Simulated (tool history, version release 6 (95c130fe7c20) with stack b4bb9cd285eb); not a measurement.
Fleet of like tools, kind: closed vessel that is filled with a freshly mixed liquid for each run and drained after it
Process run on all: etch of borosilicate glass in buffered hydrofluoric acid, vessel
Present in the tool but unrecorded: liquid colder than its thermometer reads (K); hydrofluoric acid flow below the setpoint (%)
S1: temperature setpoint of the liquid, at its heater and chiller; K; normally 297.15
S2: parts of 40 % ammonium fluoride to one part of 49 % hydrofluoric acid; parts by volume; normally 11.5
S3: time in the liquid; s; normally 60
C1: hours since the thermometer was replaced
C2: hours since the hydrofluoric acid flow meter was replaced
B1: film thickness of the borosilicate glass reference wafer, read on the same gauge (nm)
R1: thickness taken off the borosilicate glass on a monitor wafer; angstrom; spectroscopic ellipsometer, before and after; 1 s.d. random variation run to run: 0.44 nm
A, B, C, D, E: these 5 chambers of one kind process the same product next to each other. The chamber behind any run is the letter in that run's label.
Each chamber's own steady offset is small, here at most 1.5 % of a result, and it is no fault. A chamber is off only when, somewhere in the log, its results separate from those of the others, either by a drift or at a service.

Run 1B, hour 9.1: usual settings; C1 468.0; C2 703.0; B1 150.01. Result: R1 644.71 angstrom.
Run 2D, hour 16.9: usual settings; C1 166.5; C2 231.9; B1 150.00. Result: R1 650.76 angstrom.
Run 3A, hour 24.6: usual settings; C1 615.7; C2 370.0; B1 150.00. Result: R1 647.71 angstrom.
Run 4C, hour 33.7: usual settings; C1 1331.5; C2 1402.3; B1 150.02. Result: R1 636.05 angstrom.
Run 5E, hour 41.6: usual settings; C1 168.7; C2 163.5; B1 150.01. Result: R1 646.58 angstrom.
Run 6B, hour 51.2: usual settings; C1 510.1; C2 745.1; B1 149.99. Result: R1 644.48 angstrom.
Run 7A, hour 57.1: usual settings; C1 648.2; C2 402.5; B1 149.97. Result: R1 655.98 angstrom.
At hour 59.5: chamber C: hydrofluoric acid flow meter replaced.
Run 8D, hour 67.6: usual settings; C1 217.2; C2 282.6; B1 149.98. Result: R1 643.94 angstrom.
Run 9C, hour 73.3: usual settings; C1 1371.1; C2 13.8; B1 150.02. Result: R1 640.34 angstrom.
Run 10E, hour 79.5: usual settings; C1 206.6; C2 201.4; B1 150.01. Result: R1 648.39 angstrom.
Run 11C, hour 88.2: usual settings but S1 300.15 K, S3 75 s; C1 1386.0; C2 28.7; B1 149.99. Result: R1 946.32 angstrom.
At hour 92.4: chamber A: thermometer replaced.
Run 12D, hour 94.0: usual settings but S1 300.15 K, S3 75 s; C1 243.6; C2 309.0; B1 149.99. Result: R1 961.68 angstrom.
Run 13B, hour 100.5: usual settings but S1 300.15 K, S3 75 s; C1 559.4; C2 794.4; B1 150.00. Result: R1 937.98 angstrom.
Run 14E, hour 111.0: usual settings but S1 300.15 K, S3 75 s; C1 238.1; C2 232.9; B1 149.97. Result: R1 954.74 angstrom.
Run 15A, hour 119.8: usual settings but S1 300.15 K, S3 75 s; C1 27.4; C2 465.2; B1 150.04. Result: R1 952.24 angstrom.
At hour 126.8: chamber A: hydrofluoric acid flow meter replaced.
Run 16C, hour 130.1: usual settings; C1 1427.9; C2 70.6; B1 150.00. Result: R1 640.67 angstrom.
Run 17E, hour 136.6: usual settings; C1 263.7; C2 258.5; B1 149.99. Result: R1 652.96 angstrom.
Run 18A, hour 145.1: usual settings; C1 52.7; C2 18.3; B1 150.02. Result: R1 647.43 angstrom.
Run 19D, hour 154.9: usual settings; C1 304.5; C2 369.9; B1 149.98. Result: R1 652.32 angstrom.
Run 20B, hour 161.5: usual settings; C1 620.4; C2 855.4; B1 150.01. Result: R1 628.67 angstrom.
Run 21E, hour 171.4: usual settings but S2 10.0 parts by volume; C1 298.5; C2 293.3; B1 150.02. Result: R1 745.97 angstrom.
Run 22A, hour 178.8: usual settings but S2 10.0 parts by volume; C1 86.4; C2 52.0; B1 150.02. Result: R1 749.16 angstrom.
Run 23B, hour 187.1: usual settings but S2 10.0 parts by volume; C1 646.0; C2 881.0; B1 149.98. Result: R1 715.00 angstrom.
Run 24C, hour 196.5: usual settings but S2 10.0 parts by volume; C1 1494.3; C2 137.0; B1 150.00. Result: R1 730.72 angstrom.
Run 25D, hour 205.1: usual settings but S2 10.0 parts by volume; C1 354.7; C2 420.1; B1 150.00. Result: R1 752.44 angstrom.
Run 26A, hour 210.0: usual settings; C1 117.6; C2 83.2; B1 150.01. Result: R1 652.98 angstrom.
Run 27B, hour 215.3: usual settings; C1 674.2; C2 909.2; B1 149.99. Result: R1 620.90 angstrom.
Run 28C, hour 222.6: usual settings; C1 1520.4; C2 163.1; B1 150.00. Result: R1 646.11 angstrom.
Run 29E, hour 229.0: usual settings; C1 356.1; C2 350.9; B1 149.99. Result: R1 649.46 angstrom.
Run 30D, hour 235.0: usual settings but S1 295.65 K; C1 384.6; C2 450.0; B1 150.00. Result: R1 600.54 angstrom.
Run 31C, hour 241.5: usual settings but S1 295.65 K; C1 1539.3; C2 182.0; B1 149.99. Result: R1 591.72 angstrom.
Run 32D, hour 246.5: usual settings but S1 295.65 K; C1 396.1; C2 461.5; B1 149.99. Result: R1 598.23 angstrom.

Read the log: is a single chamber off, either drifting away or since a service, is the gauge that measures every chamber drifting, or is nothing wrong beyond small per-chamber offsets? Name any odd chamber and what most likely caused it.

Chamber B drifts away from the others.
Likeliest cause: hydrofluoric acid flow below the setpoint (%) = 4.85.
It could be hard to tell apart here from: liquid colder than its thermometer reads (K).

Here are 4 candidates for chamber B's next run, each the usual settings with a change, their results left as question marks. Which one brings its results back in line with what the others give on the usual settings?
Maximum distance from the other chambers' mean on the usual settings for a result to count as in line: R1 15.00 angstrom
Run 33B-1, hour 254.1: usual settings but S3 65 s. Result: R1 ?.
Run 33B-2, hour 254.1: usual settings but S2 12.5 parts by volume. Result: R1 ?.
Run 33B-3, hour 254.1: usual settings but S1 298.15 K. Result: R1 ?.
Run 33B-4, hour 254.1: usual settings but S2 12.0 parts by volume. Result: R1 ?.

Usual-settings mean across the other chambers: R1 647.45 angstrom
  run      R1
33B-1  670.82
33B-2  569.56
33B-3  653.89
33B-4  593.37
The right change is 33B-3: it brings the chamber back within the allowed miss of the others.

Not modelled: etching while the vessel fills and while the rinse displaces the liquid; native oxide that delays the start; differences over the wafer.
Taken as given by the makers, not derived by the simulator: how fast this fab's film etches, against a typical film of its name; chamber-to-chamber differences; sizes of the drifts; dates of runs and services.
